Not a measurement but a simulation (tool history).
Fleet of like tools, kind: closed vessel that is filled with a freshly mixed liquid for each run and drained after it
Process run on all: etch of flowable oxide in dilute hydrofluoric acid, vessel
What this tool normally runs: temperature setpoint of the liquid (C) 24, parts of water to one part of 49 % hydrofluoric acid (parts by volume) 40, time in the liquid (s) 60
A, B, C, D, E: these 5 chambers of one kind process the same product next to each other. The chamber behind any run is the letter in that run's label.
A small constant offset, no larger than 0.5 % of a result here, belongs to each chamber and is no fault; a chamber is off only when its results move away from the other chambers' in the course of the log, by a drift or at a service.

| run | day | temperature setpoint of the liquid (C) | parts of water to one part of 49 % hydrofluoric acid (parts by volume) | time in the liquid (s) | read-back film thickness of the flowable oxide reference wafer, read on the same gauge (nm) | thickness taken off the flowable oxide on a monitor wafer (nm) |
|---|---|---|---|---|---|---|
|  | 0.196 | chamber A: hydrofluoric acid flow meter replaced |
| 1E | 0.317 | 24 | 40 | 60 | 59.987 | 70.206 |
| 2A | 0.779 | 24 | 40 | 60 | 59.987 | 69.77 |
| 3B | 1.075 | 24 | 40 | 60 | 60.026 | 70.147 |
| 4C | 1.633 | 24 | 40 | 60 | 59.982 | 70.364 |
| 5D | 2.142 | 24 | 40 | 60 | 60 | 70.147 |
| 6E | 2.638 | 24 | 40 | 60 | 60.015 | 69.604 |
| 7A | 3.133 | 24 | 40 | 60 | 59.977 | 69.925 |
| 8B | 3.558 | 24 | 40 | 60 | 59.992 | 69.868 |
| 9D | 3.938 | 19 | 40 | 60 | 60.025 | 57.094 |
| 10C | 4.475 | 19 | 40 | 60 | 59.969 | 56.482 |
| 11C | 4.85 | 19 | 40 | 60 | 59.993 | 56.747 |
| 12B | 5.296 | 19 | 40 | 60 | 60.016 | 56.923 |
|  | 5.508 | chamber E: hydrofluoric acid flow meter replaced |
| 13E | 5.688 | 19 | 40 | 60 | 59.996 | 56.805 |
| 14D | 5.983 | 24 | 40 | 60 | 59.958 | 70.167 |
| 15A | 6.242 | 24 | 30 | 40 | 60.006 | 63.297 |
| 16A | 6.683 | 24 | 30 | 40 | 60.003 | 62.746 |
| 17D | 6.946 | 24 | 30 | 40 | 60.029 | 63.513 |
| 18E | 7.221 | 24 | 30 | 40 | 60.021 | 63.694 |
| 19C | 7.529 | 24 | 30 | 40 | 60.035 | 63.017 |
| 20B | 8.058 | 24 | 40 | 60 | 60.034 | 69.746 |
| 21B | 8.429 | 24 | 30 | 60 | 60.011 | 94.944 |
| 22E | 8.896 | 24 | 30 | 60 | 60.012 | 96.223 |
| 23A | 9.175 | 24 | 30 | 60 | 60.033 | 93.795 |
| 24D | 9.521 | 24 | 30 | 60 | 59.992 | 95.139 |
| 25C | 10.054 | 24 | 30 | 60 | 59.958 | 94.612 |
| 26B | 10.596 | 24 | 40 | 60 | 59.998 | 70.108 |
|  | 10.667 | chamber D: hydrofluoric acid flow meter replaced |
| 27E | 10.892 | 24 | 40 | 60 | 60.017 | 71.539 |
| 28C | 11.312 | 24 | 40 | 60 | 59.985 | 69.678 |
| 29A | 11.696 | 24 | 40 | 60 | 60.012 | 69.718 |
| 30D | 12.117 | 24 | 40 | 60 | 59.982 | 70.321 |
| 31D | 12.45 | 24 | 40 | 60 | 59.974 | 70.395 |
| 32C | 12.954 | 24 | 40 | 60 | 60.036 | 70.398 |
| 33A | 13.492 | 24 | 40 | 45 | 60.004 | 52.745 |
| 34E | 13.942 | 24 | 40 | 45 | 59.992 | 54.79 |
| 35B | 14.362 | 24 | 40 | 45 | 60.005 | 52.601 |
| 36D | 14.921 | 24 | 40 | 45 | 59.999 | 52.745 |
| 37B | 15.408 | 24 | 40 | 45 | 60.035 | 52.179 |
| 38E | 15.717 | 24 | 40 | 60 | 60.01 | 73.019 |

Next, every chamber runs the same settings. What will each give?
| 39A | 16.121 | 24 | 40 | 60 |  | ? |
| 39B | 16.121 | 24 | 40 | 60 |  | ? |
| 39C | 16.121 | 24 | 40 | 60 |  | ? |
| 39D | 16.121 | 24 | 40 | 60 |  | ? |
| 39E | 16.121 | 24 | 40 | 60 |  | ? |

| run | thickness taken off the flowable oxide on a monitor wafer (nm) |
|---|---|
| 39A | 69.939 |
| 39B | 70.234 |
| 39C | 70.062 |
| 39D | 70.564 |
| 39E | 72.722 |
